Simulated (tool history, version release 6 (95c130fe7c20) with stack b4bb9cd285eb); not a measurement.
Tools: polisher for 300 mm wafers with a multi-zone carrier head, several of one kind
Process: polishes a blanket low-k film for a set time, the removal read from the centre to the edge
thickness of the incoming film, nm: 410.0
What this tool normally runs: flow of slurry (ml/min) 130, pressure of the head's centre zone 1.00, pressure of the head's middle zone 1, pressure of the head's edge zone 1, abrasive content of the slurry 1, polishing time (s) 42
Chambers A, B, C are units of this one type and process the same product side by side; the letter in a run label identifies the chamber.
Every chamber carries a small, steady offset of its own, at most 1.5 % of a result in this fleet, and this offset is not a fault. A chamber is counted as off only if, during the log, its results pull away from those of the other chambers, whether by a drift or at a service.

run   hour  flow of slurry (ml/min)  pressure of the head's centre zone  pressure of the head's middle zone  pressure of the head's edge zone  abrasive content of the slurry  polishing time (s)  wafers polished on this pad  hours since the slurry nozzle was cleaned  hours since the centre zone pressure was calibrated  hours since the edge zone pressure was calibrated  film removed at the wafer's centre (nm)  film removed at mid-radius (nm)  film removed at the wafer's edge (nm)
 1B   11.0                      130                                1.00                                   1                                 1                               1                  42                          383                                      481.2                                               1189.7                                              275.4                                   16.356                           16.365                                 16.708
 2C   20.0                      130                                1.00                                   1                                 1                               1                  42                          615                                      158.9                                                198.7                                              477.9                                   16.462                           17.146                                 16.487
      29.5  -- chamber B: worn pad replaced by a new one
 3A   30.7                      130                                1.00                                   1                                 1                               1                  42                          797                                      364.6                                                743.3                                              551.0                                   16.579                           16.492                                 16.430
 4A   39.0                      130                                1.00                                   1                                 1                               1                  42                          896                                      372.9                                                751.6                                              559.3                                   16.857                           16.468                                 16.649
      40.9  -- chamber A: edge zone pressure recalibrated
      44.7  -- chamber C: worn pad replaced by a new one
 5C   46.1                      130                                1.00                                   1                                 1                               1                  42                           16                                      185.0                                                224.8                                              504.0                                   16.549                           17.276                                 16.699
 6B   56.9                      130                                1.00                                   1                                 1                               1                  28                          328                                      527.1                                               1235.6                                              321.3                                   10.932                           10.995                                 10.936
 7C   66.7                      130                                1.00                                   1                                 1                               1                  28                          263                                      205.6                                                245.4                                              524.6                                   10.850                           10.813                                 10.863
      76.0  -- chamber B: worn pad replaced by a new one
 8A   77.1                      130                                1.00                                   1                                 1                               1                  28                         1352                                      411.0                                                789.7                                               36.2                                   11.341                           10.977                                 10.951
      81.4  -- chamber A: worn pad replaced by a new one
 9B   83.1                      130                                1.00                                   1                                 1                               1                  42                           85                                      553.3                                               1261.8                                              347.5                                   16.580                           16.876                                 16.347
10C   93.8                      130                                1.00                                   1                                 1                               1                  42                          587                                      232.7                                                272.5                                              551.7                                   15.793                           16.210                                 16.378
11B  104.0                      130                                1.00                                   1                                 1                               1                  42                          335                                      574.2                                               1282.7                                              368.4                                   16.460                           16.677                                 16.652
12A  109.0                      170                                0.89                                   1                                 1                               1                  42                          330                                      442.9                                                821.6                                               68.1                                   15.225                           17.271                                 17.054
     112.6  -- chamber C: worn pad replaced by a new one
13B  116.2                      170                                0.89                                   1                                 1                               1                  42                          481                                      586.4                                               1294.9                                              380.6                                   15.293                           17.052                                 17.308
14A  123.9                      170                                0.89                                   1                                 1                               1                  42                          508                                      457.8                                                836.5                                               83.0                                   15.266                           17.212                                 16.933
     128.1  -- chamber B: worn pad replaced by a new one
15C  130.7                      130                                1.00                                   1                                 1                               1                  42                          217                                      269.6                                                309.4                                              588.6                                   15.053                           15.901                                 16.068
16B  138.0                      130                                1.00                                   1                                 1                               1                  42                          118                                      608.2                                               1316.7                                              402.4                                   16.751                           16.747                                 16.401
17C  144.9                      130                                1.00                                   1                                 1                               1                  42                          386                                      283.8                                                323.6                                              602.8                                   15.454                           15.608                                 16.015
18A  155.1                      130                                1.00                                   1                                 1                               1                  42                          881                                      489.0                                                867.7                                              114.2                                   16.472                           16.313                                 16.504
     158.6  -- chamber B: centre zone pressure recalibrated
19B  163.1                      130                                1.00                                   1                                 1                               1                  42                          418                                      633.3                                                  4.5                                              427.5                                   16.444                           16.301                                 16.345
20C  168.2                      130                                1.00                                   1                                 1                               1                  42                          665                                      307.1                                                346.9                                              626.1                                   14.551                           14.957                                 15.546
21A  173.4                      130                                1.00                                   1                                 1                               1                  42                         1100                                      507.3                                                886.0                                              132.5                                   17.021                           16.492                                 16.477
22B  180.2                      130                                1.00                                   1                                 1                               1                  42                          622                                      650.4                                                 21.6                                              444.6                                   16.334                           16.185                                 16.476
     183.2  -- chamber C: worn pad replaced by a new one
23C  185.2                       85                                1.00                                   1                                 1                               1                  42                           25                                      324.1                                                363.9                                              643.1                                   11.946                           12.732                                 13.744
24A  193.6                       85                                1.00                                   1                                 1                               1                  42                         1341                                      527.5                                                906.2                                              152.7                                   14.270                           14.934                                 15.118

Each of the 3 chambers runs these same settings next. Fill in every chamber's results:
25A  201.5                      130                                1.00                                   1                                 1                               1                  42                                                                                                                                                                                                                        ?                                ?                                      ?
25B  201.5                      130                                1.00                                   1                                 1                               1                  42                                                                                                                                                                                                                        ?                                ?                                      ?
25C  201.5                      130                                1.00                                   1                                 1                               1                  42                                                                                                                                                                                                                        ?                                ?                                      ?

run  film removed at the wafer's centre (nm)  film removed at mid-radius (nm)  film removed at the wafer's edge (nm)
25A                                   16.468                           16.390                                 16.467
25B                                   16.682                           16.383                                 16.632
25C                                   14.147                           14.688                                 15.063
